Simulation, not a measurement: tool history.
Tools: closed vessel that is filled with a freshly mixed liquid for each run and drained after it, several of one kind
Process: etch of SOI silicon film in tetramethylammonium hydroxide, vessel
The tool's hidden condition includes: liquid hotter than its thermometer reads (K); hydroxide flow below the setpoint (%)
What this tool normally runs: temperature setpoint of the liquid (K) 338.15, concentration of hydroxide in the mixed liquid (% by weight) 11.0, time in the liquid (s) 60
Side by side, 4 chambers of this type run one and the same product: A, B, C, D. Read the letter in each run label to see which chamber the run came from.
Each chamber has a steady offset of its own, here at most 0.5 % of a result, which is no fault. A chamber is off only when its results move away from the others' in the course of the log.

run	day	temperature setpoint of the liquid (K)	concentration of hydroxide in the mixed liquid (% by weight)	time in the liquid (s)	hours since the thermometer was replaced	hours since the hydroxide flow meter was replaced	read-back film thickness of the SOI silicon film reference wafer, read on the same gauge (nm)	thickness taken off the SOI silicon film on a monitor wafer (nm)
1A	0.371	338.15	11.0	60	44.7	273.4	79.998	311.89
2B	0.754	338.15	11.0	60	143.4	354.4	79.996	304.22
3C	1.121	338.15	11.0	60	580.2	871.9	79.993	306.45
4D	1.433	338.15	11.0	60	501.7	619.2	79.989	304.90
5A	1.775	338.15	11.0	60	78.4	307.1	79.975	308.28
6D	2.025	338.15	13.5	60	515.9	633.4	79.995	282.48
7B	2.379	338.15	13.5	60	182.4	393.4	80.014	281.95
8C	2.650	338.15	13.5	60	616.9	908.6	80.025	282.35
9B	2.983	338.15	13.5	60	196.9	407.9	79.970	281.99
10C	3.388	338.15	11.0	60	634.6	926.3	79.996	308.24
11A	3.579	338.15	11.0	60	121.7	350.4	79.998	307.49
12D	3.838	338.15	11.0	60	559.4	676.9	80.005	309.39
13D	4.192	338.15	11.0	60	567.9	685.4	79.981	307.28
14B	4.533	338.15	11.0	60	234.1	445.1	80.038	308.85
15A	4.933	338.15	11.0	60	154.2	382.9	79.989	308.03
16C	5.329	338.15	11.0	60	681.2	972.9	80.005	306.84
17A	5.521	338.15	11.0	60	168.3	397.0	79.997	309.91
18D	5.925	338.15	11.0	60	609.5	727.0	80.039	307.84
19C	6.338	338.15	11.0	60	705.4	997.1	80.003	306.30
20B	6.567	338.15	13.5	45	282.9	493.9	79.958	215.02
21B	6.758	338.15	13.5	45	287.5	498.5	80.015	215.28
22D	7.021	338.15	13.5	45	635.8	753.3	79.997	211.90
23C	7.379	338.15	13.5	45	730.4	1022.1	79.963	211.28
# day 7.417: chamber C: thermometer replaced
24A	7.746	338.15	11.0	60	221.7	450.4	80.034	307.85
25A	8.100	338.15	11.0	60	230.2	458.9	80.009	310.63
26C	8.346	338.15	11.0	60	22.3	1045.3	80.026	308.98
27D	8.721	338.15	11.0	60	676.6	794.1	79.968	306.60
28B	8.908	338.15	11.0	60	339.1	550.1	80.000	312.42
29B	9.312	338.15	13.5	35	348.8	559.8	80.001	169.26
30D	9.704	338.15	13.5	35	700.2	817.7	80.009	163.58
31C	10.133	338.15	13.5	35	65.2	1088.2	79.967	164.20
32A	10.329	338.15	13.5	35	283.7	512.4	80.031	166.00
33D	10.592	338.15	11.0	60	721.5	839.0	79.980	306.78
34B	10.908	338.15	11.0	60	387.1	598.1	80.002	317.64
35C	11.188	342.65	11.0	60	90.5	1113.5	80.009	401.71
36A	11.600	342.65	11.0	60	314.2	542.9	80.014	399.78
37C	11.842	342.65	11.0	60	106.2	1129.2	80.012	400.86
38A	12.167	342.65	11.0	60	327.8	556.5	80.006	401.03

Decide between three cases: one chamber stands off from its peers, the gauge reading all wafers drifts, or nothing is wrong past each chamber's small offset. Where a chamber is off, say which and what most likely put it there.

One chamber, B, drifts off from the rest bit by bit.
Most likely cause: hydroxide flow below the setpoint (%) = 9.25.
The log may not tell that from: liquid hotter than its thermometer reads (K).

Below are 4 candidate recipes for chamber B's next run, each the usual settings with a change, their results shown as question marks. Which of them brings B's results back in line with what the other chambers give on the usual settings?
In-line tolerance around the mean of the other chambers on the usual settings: thickness taken off the SOI silicon film on a monitor wafer (nm) 6.30
39B-1	12.475	338.15	13.0	60				?
39B-2	12.475	337.65	11.0	60				?
39B-3	12.475	338.65	11.0	60				?
39B-4	12.475	339.15	11.0	60				?

Average result of the remaining chambers running the usual settings: thickness taken off the SOI silicon film on a monitor wafer (nm) 307.53
run	thickness taken off the SOI silicon film on a monitor wafer (nm)
39B-1	297.74
39B-2	306.79
39B-3	325.71
39B-4	335.46
39B-2 brings the chamber back in line.
